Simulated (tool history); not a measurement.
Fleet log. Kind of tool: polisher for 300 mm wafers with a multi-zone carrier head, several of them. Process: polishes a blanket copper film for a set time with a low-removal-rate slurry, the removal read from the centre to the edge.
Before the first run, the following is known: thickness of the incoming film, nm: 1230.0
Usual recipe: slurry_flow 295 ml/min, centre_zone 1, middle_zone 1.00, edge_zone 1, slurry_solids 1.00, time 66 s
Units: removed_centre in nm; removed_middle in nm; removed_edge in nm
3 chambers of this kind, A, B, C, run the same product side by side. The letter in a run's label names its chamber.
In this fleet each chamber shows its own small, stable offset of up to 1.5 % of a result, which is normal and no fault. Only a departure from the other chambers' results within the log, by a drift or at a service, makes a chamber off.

Run 1B, hour 8.0: usual settings. Result: removed_centre 234.15 nm, removed_middle 232.51 nm, removed_edge 233.70 nm.
At hour 17.9: chamber B: slurry nozzle cleaned.
Run 2C, hour 18.1: usual settings. Result: removed_centre 230.05 nm, removed_middle 230.65 nm, removed_edge 232.99 nm.
Run 3A, hour 26.8: usual settings. Result: removed_centre 231.21 nm, removed_middle 232.58 nm, removed_edge 229.67 nm.
Run 4B, hour 35.7: usual settings. Result: removed_centre 231.76 nm, removed_middle 229.41 nm, removed_edge 227.85 nm.
At hour 35.9: chamber A: worn pad replaced by a new one.
At hour 36.2: chamber C: edge zone pressure recalibrated.
At hour 40.3: chamber B: worn pad replaced by a new one.
Run 5A, hour 48.4: usual settings. Result: removed_centre 231.95 nm, removed_middle 230.30 nm, removed_edge 230.46 nm.
Run 6C, hour 58.8: usual settings. Result: removed_centre 227.59 nm, removed_middle 230.07 nm, removed_edge 235.01 nm.
At hour 63.0: chamber C: worn pad replaced by a new one.
Run 7A, hour 67.9: usual settings. Result: removed_centre 229.73 nm, removed_middle 233.54 nm, removed_edge 228.42 nm.
Run 8B, hour 79.5: usual settings. Result: removed_centre 230.75 nm, removed_middle 232.57 nm, removed_edge 232.48 nm.
Run 9C, hour 86.1: usual settings. Result: removed_centre 226.77 nm, removed_middle 229.94 nm, removed_edge 232.17 nm.
At hour 91.4: chamber B: worn pad replaced by a new one.
Run 10B, hour 95.0: usual settings but slurry_solids 0.75. Result: removed_centre 216.05 nm, removed_middle 216.98 nm, removed_edge 218.38 nm.
At hour 95.2: chamber A: slurry nozzle cleaned.
Run 11A, hour 104.7: usual settings but slurry_solids 0.75. Result: removed_centre 214.39 nm, removed_middle 217.10 nm, removed_edge 214.87 nm.
Run 12C, hour 116.5: usual settings but slurry_solids 0.75. Result: removed_centre 214.70 nm, removed_middle 213.65 nm, removed_edge 219.44 nm.
Run 13A, hour 122.1: usual settings. Result: removed_centre 229.89 nm, removed_middle 227.05 nm, removed_edge 230.47 nm.
Run 14C, hour 128.4: usual settings. Result: removed_centre 230.16 nm, removed_middle 231.21 nm, removed_edge 238.08 nm.
At hour 136.4: chamber C: worn pad replaced by a new one.
At hour 139.3: chamber B: worn pad replaced by a new one.
Run 15B, hour 140.3: usual settings. Result: removed_centre 230.02 nm, removed_middle 229.25 nm, removed_edge 235.65 nm.
Run 16A, hour 151.0: usual settings. Result: removed_centre 226.24 nm, removed_middle 230.23 nm, removed_edge 234.01 nm.
Run 17B, hour 163.5: usual settings. Result: removed_centre 227.25 nm, removed_middle 229.91 nm, removed_edge 230.44 nm.
Run 18C, hour 169.5: usual settings. Result: removed_centre 230.23 nm, removed_middle 230.63 nm, removed_edge 234.53 nm.
At hour 171.0: chamber A: worn pad replaced by a new one.
At hour 179.7: chamber B: worn pad replaced by a new one.
Run 19C, hour 180.1: usual settings. Result: removed_centre 231.01 nm, removed_middle 227.79 nm, removed_edge 231.48 nm.
Run 20A, hour 187.9: usual settings. Result: removed_centre 226.40 nm, removed_middle 233.35 nm, removed_edge 232.82 nm.
Run 21B, hour 195.1: usual settings. Result: removed_centre 229.05 nm, removed_middle 234.55 nm, removed_edge 231.48 nm.
Run 22C, hour 206.5: usual settings. Result: removed_centre 232.49 nm, removed_middle 227.24 nm, removed_edge 239.11 nm.
Run 23B, hour 216.1: usual settings but time 87 s. Result: removed_centre 298.85 nm, removed_middle 303.20 nm, removed_edge 308.40 nm.

Which is it: a chamber that has drifted or been left off by a service, a gauge drift common to all chambers, or only each chamber's usual small offset? If a chamber is off, name it and its likeliest cause.

Neither any chamber nor the gauge drifts; the chambers differ only by their own small, steady offsets.
